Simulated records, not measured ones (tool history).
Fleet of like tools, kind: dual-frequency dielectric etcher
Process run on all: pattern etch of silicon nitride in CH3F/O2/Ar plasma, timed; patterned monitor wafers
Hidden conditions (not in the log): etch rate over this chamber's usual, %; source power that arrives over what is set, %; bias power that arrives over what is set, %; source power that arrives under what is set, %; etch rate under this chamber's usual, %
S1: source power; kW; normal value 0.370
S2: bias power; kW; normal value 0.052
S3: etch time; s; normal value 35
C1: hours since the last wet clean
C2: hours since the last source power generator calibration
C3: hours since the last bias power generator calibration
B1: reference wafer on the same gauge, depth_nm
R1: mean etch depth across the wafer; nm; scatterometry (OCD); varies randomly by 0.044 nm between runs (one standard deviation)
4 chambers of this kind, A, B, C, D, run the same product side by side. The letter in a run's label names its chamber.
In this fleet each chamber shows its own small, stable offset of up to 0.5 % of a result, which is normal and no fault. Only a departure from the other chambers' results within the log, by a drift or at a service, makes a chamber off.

| run | day | S1 | S2 | S3 | C1 | C2 | C3 | B1 | R1 |
|---|---|---|---|---|---|---|---|---|---|
| 1C | 0.279 | 0.370 | 0.052 | 35 | 520.1 | 2075.6 | 1074.4 | 23.903 | 21.448 |
| 2D | 0.517 | 0.370 | 0.052 | 35 | 413.3 | 114.8 | 1783.4 | 23.917 | 21.397 |
| 3A | 0.696 | 0.370 | 0.052 | 35 | 109.0 | 215.7 | 1896.6 | 23.905 | 21.531 |
|  | 0.867 | chamber D: wet clean of the chamber |
| 4B | 0.988 | 0.370 | 0.052 | 35 | 116.6 | 4379.0 | 1016.4 | 23.903 | 21.235 |
| 5A | 1.196 | 0.370 | 0.052 | 35 | 121.0 | 227.7 | 1908.6 | 23.878 | 21.380 |
| 6C | 1.508 | 0.370 | 0.052 | 35 | 549.6 | 2105.1 | 1103.9 | 23.910 | 21.358 |
| 7B | 1.717 | 0.370 | 0.052 | 35 | 134.1 | 4396.5 | 1033.9 | 23.902 | 21.320 |
|  | 1.971 | chamber C: wet clean of the chamber |
| 8D | 1.988 | 0.370 | 0.052 | 35 | 27.0 | 150.1 | 1818.7 | 23.902 | 21.350 |
| 9D | 2.271 | 0.370 | 0.052 | 35 | 33.8 | 156.9 | 1825.5 | 23.899 | 21.321 |
| 10C | 2.533 | 0.370 | 0.052 | 35 | 13.6 | 2129.7 | 1128.5 | 23.897 | 21.404 |
| 11A | 2.679 | 0.370 | 0.052 | 35 | 156.6 | 263.3 | 1944.2 | 23.910 | 21.499 |
| 12B | 2.862 | 0.310 | 0.052 | 35 | 161.6 | 4424.0 | 1061.4 | 23.914 | 19.883 |
| 13B | 3.067 | 0.310 | 0.052 | 35 | 166.5 | 4428.9 | 1066.3 | 23.896 | 19.869 |
| 14A | 3.217 | 0.310 | 0.052 | 35 | 169.5 | 276.2 | 1957.1 | 23.897 | 20.112 |
| 15D | 3.446 | 0.310 | 0.052 | 35 | 62.0 | 185.1 | 1853.7 | 23.906 | 19.902 |
| 16C | 3.583 | 0.370 | 0.052 | 35 | 38.8 | 2154.9 | 1153.7 | 23.902 | 21.368 |
| 17D | 3.862 | 0.370 | 0.052 | 35 | 72.0 | 195.1 | 1863.7 | 23.898 | 21.347 |
| 18B | 4.100 | 0.370 | 0.052 | 35 | 191.3 | 4453.7 | 1091.1 | 23.901 | 21.278 |
| 19A | 4.404 | 0.370 | 0.052 | 35 | 198.0 | 304.7 | 1985.6 | 23.899 | 21.493 |
| 20C | 4.638 | 0.370 | 0.052 | 35 | 64.1 | 2180.2 | 1179.0 | 23.895 | 21.347 |
| 21A | 4.808 | 0.330 | 0.058 | 35 | 207.7 | 314.4 | 1995.3 | 23.891 | 21.358 |
| 22D | 5.058 | 0.330 | 0.058 | 35 | 100.7 | 223.8 | 1892.4 | 23.897 | 21.224 |
| 23C | 5.329 | 0.330 | 0.058 | 35 | 80.7 | 2196.8 | 1195.6 | 23.894 | 21.139 |
| 24B | 5.621 | 0.330 | 0.058 | 35 | 227.8 | 4490.2 | 1127.6 | 23.908 | 21.041 |
| 25D | 5.775 | 0.290 | 0.057 | 35 | 117.9 | 241.0 | 1909.6 | 23.904 | 20.071 |
| 26C | 6.067 | 0.290 | 0.057 | 35 | 98.4 | 2214.5 | 1213.3 | 23.908 | 20.086 |
| 27B | 6.375 | 0.290 | 0.057 | 35 | 245.9 | 4508.3 | 1145.7 | 23.899 | 20.028 |
| 28A | 6.688 | 0.290 | 0.057 | 35 | 252.8 | 359.5 | 2040.4 | 23.897 | 20.152 |

Does one chamber stand apart from the rest, does the shared gauge drift, or is all well apart from small per-chamber offsets? Give the chamber and the most likely cause, where there is one.

All chambers stay in line apart from their small fixed offsets, and the gauge does not drift.
